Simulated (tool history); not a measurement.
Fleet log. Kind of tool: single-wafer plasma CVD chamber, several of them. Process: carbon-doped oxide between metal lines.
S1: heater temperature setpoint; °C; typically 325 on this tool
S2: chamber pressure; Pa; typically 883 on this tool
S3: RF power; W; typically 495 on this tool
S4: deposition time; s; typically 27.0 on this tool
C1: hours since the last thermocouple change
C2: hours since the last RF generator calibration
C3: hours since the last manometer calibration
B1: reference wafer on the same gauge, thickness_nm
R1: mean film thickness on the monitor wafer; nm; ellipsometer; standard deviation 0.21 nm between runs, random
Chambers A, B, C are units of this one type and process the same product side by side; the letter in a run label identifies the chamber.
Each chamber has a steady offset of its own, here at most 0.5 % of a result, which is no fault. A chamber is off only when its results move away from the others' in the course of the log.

| run | day | S1 | S2 | S3 | S4 | C1 | C2 | C3 | B1 | R1 |
|---|---|---|---|---|---|---|---|---|---|---|
| 1C | 0.388 | 325 | 883 | 495 | 27.0 | 1100.5 | 388.8 | 1340.0 | 140.98 | 153.68 |
|  | 0.396 | chamber A: RF generator calibrated |
| 2B | 0.800 | 325 | 883 | 495 | 27.0 | 1151.8 | 1125.9 | 34.3 | 140.97 | 153.02 |
| 3A | 1.262 | 325 | 883 | 495 | 27.0 | 875.8 | 20.8 | 713.9 | 140.91 | 153.40 |
| 4C | 1.671 | 325 | 883 | 495 | 27.0 | 1131.3 | 419.6 | 1370.8 | 140.83 | 153.39 |
| 5A | 1.917 | 325 | 883 | 495 | 27.0 | 891.5 | 36.5 | 729.6 | 140.82 | 152.85 |
| 6B | 2.333 | 325 | 883 | 495 | 27.0 | 1188.6 | 1162.7 | 71.1 | 140.82 | 152.90 |
| 7C | 2.733 | 325 | 883 | 495 | 27.0 | 1156.8 | 445.1 | 1396.3 | 140.79 | 153.19 |
| 8B | 3.121 | 325 | 883 | 495 | 27.0 | 1207.5 | 1181.6 | 90.0 | 140.71 | 152.73 |
| 9A | 3.617 | 325 | 883 | 495 | 27.0 | 932.3 | 77.3 | 770.4 | 140.70 | 152.77 |
| 10A | 3.862 | 325 | 883 | 495 | 27.0 | 938.2 | 83.2 | 776.3 | 140.69 | 152.82 |
| 11C | 4.188 | 325 | 883 | 495 | 27.0 | 1191.7 | 480.0 | 1431.2 | 140.63 | 153.08 |
| 12B | 4.550 | 325 | 883 | 495 | 27.0 | 1241.8 | 1215.9 | 124.3 | 140.64 | 152.37 |
| 13B | 4.792 | 325 | 883 | 495 | 27.0 | 1247.6 | 1221.7 | 130.1 | 140.63 | 152.35 |
| 14C | 5.271 | 325 | 883 | 495 | 31.3 | 1217.7 | 506.0 | 1457.2 | 140.55 | 177.34 |
| 15A | 5.750 | 325 | 883 | 495 | 31.3 | 983.5 | 128.5 | 821.6 | 140.54 | 176.90 |
| 16B | 6.254 | 325 | 883 | 495 | 31.3 | 1282.7 | 1256.8 | 165.2 | 140.49 | 176.15 |
| 17A | 6.671 | 325 | 883 | 495 | 27.0 | 1005.6 | 150.6 | 843.7 | 140.43 | 152.66 |
| 18C | 7.192 | 325 | 883 | 495 | 27.0 | 1263.8 | 552.1 | 1503.3 | 140.37 | 152.64 |
| 19A | 7.704 | 325 | 883 | 495 | 27.0 | 1030.4 | 175.4 | 868.5 | 140.38 | 152.61 |
| 20B | 8.104 | 325 | 883 | 495 | 27.0 | 1327.1 | 1301.2 | 209.6 | 140.36 | 152.21 |
| 21C | 8.608 | 325 | 883 | 495 | 27.0 | 1297.8 | 586.1 | 1537.3 | 140.32 | 152.77 |
| 22C | 9.079 | 325 | 883 | 495 | 22.2 | 1309.1 | 597.4 | 1548.6 | 140.20 | 126.11 |
| 23B | 9.462 | 325 | 883 | 495 | 22.2 | 1359.7 | 1333.8 | 242.2 | 140.17 | 125.47 |

Next, every chamber runs the same settings. What will each give?
| 24A | 9.854 | 325 | 883 | 495 | 27.0 |  |  |  |  | ? |
| 24B | 9.854 | 325 | 883 | 495 | 27.0 |  |  |  |  | ? |
| 24C | 9.854 | 325 | 883 | 495 | 27.0 |  |  |  |  | ? |

| run | R1 |
|---|---|
| 24A | 152.55 |
| 24B | 152.70 |
| 24C | 152.51 |
